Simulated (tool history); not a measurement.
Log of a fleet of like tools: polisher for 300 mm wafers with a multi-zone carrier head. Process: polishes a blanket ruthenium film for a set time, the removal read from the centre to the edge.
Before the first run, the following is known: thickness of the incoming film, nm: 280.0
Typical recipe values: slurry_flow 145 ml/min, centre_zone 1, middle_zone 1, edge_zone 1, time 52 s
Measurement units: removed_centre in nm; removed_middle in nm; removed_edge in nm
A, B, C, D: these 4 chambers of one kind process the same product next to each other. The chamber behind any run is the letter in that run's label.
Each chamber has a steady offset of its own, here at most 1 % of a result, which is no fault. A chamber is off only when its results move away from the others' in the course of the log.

run,day,slurry_flow,centre_zone,middle_zone,edge_zone,time,wafers polished on this pad,hours since the slurry nozzle was cleaned,hours since the centre zone pressure was calibrated,hours since the edge zone pressure was calibrated,removed_centre,removed_middle,removed_edge
1B,0.321,145,1,1,1,52,207,252.1,397.2,122.5,63.41,64.584,64.693
2D,0.583,145,1,1,1,52,1346,189.9,1030.8,295.2,64.396,64.704,64.283
3A,0.779,145,1,1,1,52,408,71.8,754.3,866.2,64.221,64.371,65.778
4C,1.067,145,1,1,1,52,633,442.7,382.1,131.7,65.543,64.285,64.776
5B,1.471,145,1,1,1,52,521,279.7,424.8,150.1,64.603,64.744,64.715
# day 1.65: chamber B: worn pad replaced by a new one
6A,1.712,145,1,1,1,52,663,94.2,776.7,888.6,63.989,64.239,64.342
# day 1.842: chamber D: worn pad replaced by a new one
# day 1.871: chamber A: worn pad replaced by a new one
7C,2.042,145,1,1,1,52,899,466.1,405.5,155.1,64.21,64.319,63.988
8D,2.346,145,1,0.95,1,52,138,232.2,1073.1,337.5,64.386,61.641,63.974
9D,2.604,145,1,0.95,1,52,208,238.4,1079.3,343.7,64.716,61.111,64.458
10C,2.888,145,1,0.95,1,52,1130,486.4,425.8,175.4,63.673,61.259,62.817
11A,3.25,145,1,0.95,1,52,376,131.1,813.6,925.5,65.475,61.883,65.038
# day 3.312: chamber B: worn pad replaced by a new one
12B,3.604,145,1,1,1,52,80,330.9,476,201.3,64.511,64.588,63.932
13B,3.883,115,1,1,1,52,156,337.6,482.7,208,59.964,61.378,61.988
14A,4.158,115,1,1,1,52,624,152.9,835.4,947.3,60.48,61.004,63.142
15C,4.442,115,1,1,1,52,1554,523.7,463.1,212.7,59.011,59.896,60.565
16D,4.812,115,1,1,1,52,811,291.4,1132.3,396.7,61.352,60.793,61.496
# day 4.921: chamber A: worn pad replaced by a new one
17C,5.025,145,1,1,1,52,1714,537.7,477.1,226.7,61.923,62.423,61.861
# day 5.233: chamber B: worn pad replaced by a new one
18B,5.4,145,1,1,1,52,46,374,519.1,244.4,63.767,64.579,64.028
19A,5.708,145,1,1,1,52,215,190.1,872.6,984.5,64.276,63.888,65.436
20D,6.021,145,1,1,1,52,1141,320.4,1161.3,425.7,63.902,64.152,62.997
21D,6.358,145,1,1,1,52,1233,328.5,1169.4,433.8,64.369,64.36,64.227
22A,6.562,145,1,1,1,52,448,210.6,893.1,1005,64.946,64.409,65.803
23C,6.975,145,1,1,1,52,2246,584.5,523.9,273.5,60.174,59.971,61.012
# day 7.15: chamber B: worn pad replaced by a new one
24B,7.3,145,1,1,1,52,41,419.6,564.7,290,64.64,64.756,63.794
25C,7.708,130,1,1,1,38,2446,602.1,541.5,291.1,42.445,43.54,43.61

Next, every chamber runs the same settings. What will each give?
26A,8,145,1,1,1,52,,,,,?,?,?
26B,8,145,1,1,1,52,,,,,?,?,?
26C,8,145,1,1,1,52,,,,,?,?,?
26D,8,145,1,1,1,52,,,,,?,?,?

run,removed_centre,removed_middle,removed_edge
26A,64.481,64.257,64.025
26B,64.293,64.534,63.93
26C,58.737,59.017,59.557
26D,63.373,64.378,64.558
